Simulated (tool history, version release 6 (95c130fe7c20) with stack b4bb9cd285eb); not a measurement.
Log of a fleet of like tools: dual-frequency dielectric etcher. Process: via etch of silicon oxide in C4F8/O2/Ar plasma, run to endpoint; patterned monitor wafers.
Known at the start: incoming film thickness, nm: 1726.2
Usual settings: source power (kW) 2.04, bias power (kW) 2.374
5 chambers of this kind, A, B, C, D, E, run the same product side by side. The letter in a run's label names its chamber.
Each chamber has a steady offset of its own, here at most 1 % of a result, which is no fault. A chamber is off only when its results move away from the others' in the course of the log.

run,hour,source power (kW),bias power (kW),hours since the last wet clean,hours since the last source power generator calibration,hours since the last bias power generator calibration,endpoint time (s)
1C,9,2.04,2.374,166.7,1881.6,1642.3,322.88
2B,14,2.04,2.374,461.2,1399.1,3796.7,319.31
3A,23.3,2.04,2.374,348.9,2637.7,4903.6,323.19
4E,31,2.04,2.374,249.1,138.5,1572.8,318.71
5D,37.4,2.04,2.374,408.4,1666.2,1906.1,319.57
# hour 41.7: chamber A: bias power generator calibrated
6D,45.6,2.04,2.374,416.6,1674.4,1914.3,321.86
7C,55.2,2.51,2.181,212.9,1927.8,1688.5,302.8
8A,60.4,2.51,2.181,386,2674.8,18.8,302.17
9E,68.8,2.51,2.181,286.9,176.3,1610.6,298.73
10B,73.5,2.51,2.181,520.7,1458.6,3856.2,299.31
11E,82.6,2.51,2.181,300.7,190.1,1624.4,301.77
12A,87.5,2.48,2.374,413.1,2701.9,45.9,295.11
13D,92.6,2.48,2.374,463.6,1721.4,1961.3,295.97
14B,101.8,2.48,2.374,549,1486.9,3884.5,293.67
15C,109.7,2.48,2.374,267.4,1982.3,1743,297.8
# hour 116.1: chamber B: wet clean of the chamber
16D,117.2,2.48,2.374,488.2,1746,1985.9,295.85
17A,126,2.04,2.374,451.6,2740.4,84.4,324.22
18B,134.4,2.04,2.374,18.3,1519.5,3917.1,327.21
# hour 137.1: chamber A: wet clean of the chamber
19C,141.8,2.04,2.374,299.5,2014.4,1775.1,320.16
20E,150.6,2.04,2.374,368.7,258.1,1692.4,319.3
21D,155.9,2.04,2.374,526.9,1784.7,2024.6,319.96
# hour 159.4: chamber C: source power generator calibrated
22E,161.4,2.04,2.374,379.5,268.9,1703.2,319.53
23A,165.8,2.04,2.374,28.7,2780.2,124.2,320.75
24B,170.3,2.04,2.374,54.2,1555.4,3953,325.1
25C,178.5,2.04,2.374,336.2,19.1,1811.8,319.56
26A,188.3,2.04,2.374,51.2,2802.7,146.7,321.18
27C,193.8,2.04,2.374,351.5,34.4,1827.1,320.94
28B,201.1,2.04,2.374,85,1586.2,3983.8,325.91
29E,208.7,2.04,2.374,426.8,316.2,1750.5,319.75
30D,215.6,2.04,2.374,586.6,1844.4,2084.3,317.66
31D,222,1.88,2.036,593,1850.8,2090.7,344.91
32C,226.4,1.88,2.036,384.1,67,1859.7,347.04
33A,232.7,1.88,2.036,95.6,2847.1,191.1,347.94
34E,240.5,1.88,2.036,458.6,348,1782.3,344.45
35B,247.9,1.88,2.036,131.8,1633,4030.6,355.4
36E,254.5,2.04,2.374,472.6,362,1796.3,319.63
# hour 256.7: chamber D: wet clean of the chamber
37C,260.9,2.04,2.374,418.6,101.5,1894.2,319.3
38D,265.2,2.04,2.374,8.5,1894,2133.9,320.93
# hour 268.7: chamber E: wet clean of the chamber
39A,270.7,2.47,2.041,133.6,2885.1,229.1,306.87
40B,276.2,2.47,2.041,160.1,1661.3,4058.9,319.16
41E,281.6,2.47,2.041,13,389.1,1823.4,309.05

What goes on in this fleet: one chamber off, a drifting gauge, or nothing beyond the chambers' own small offsets? Name the chamber and the cause, if any.

A service left chamber B off against the others.
Cause: etch rate under this chamber's usual, % = 2.94.

Here are 4 candidates for chamber B's next run, each the usual settings with a change, their results left as question marks. Which one brings its results back in line with what the others give on the usual settings?
In line means no further than this from the other chambers' mean on the usual settings: endpoint time (s) 4.5
42B-1,288.6,2.04,2.167,,,,?
42B-2,288.6,1.76,2.374,,,,?
42B-3,288.6,2.13,2.449,,,,?
42B-4,288.6,2.22,2.532,,,,?

The other chambers' mean on the usual settings: endpoint time (s) 320.14
run,endpoint time (s)
42B-1,337.21
42B-2,347.79
42B-3,319.94
42B-4,311.72
42B-3 brings the chamber back in line.

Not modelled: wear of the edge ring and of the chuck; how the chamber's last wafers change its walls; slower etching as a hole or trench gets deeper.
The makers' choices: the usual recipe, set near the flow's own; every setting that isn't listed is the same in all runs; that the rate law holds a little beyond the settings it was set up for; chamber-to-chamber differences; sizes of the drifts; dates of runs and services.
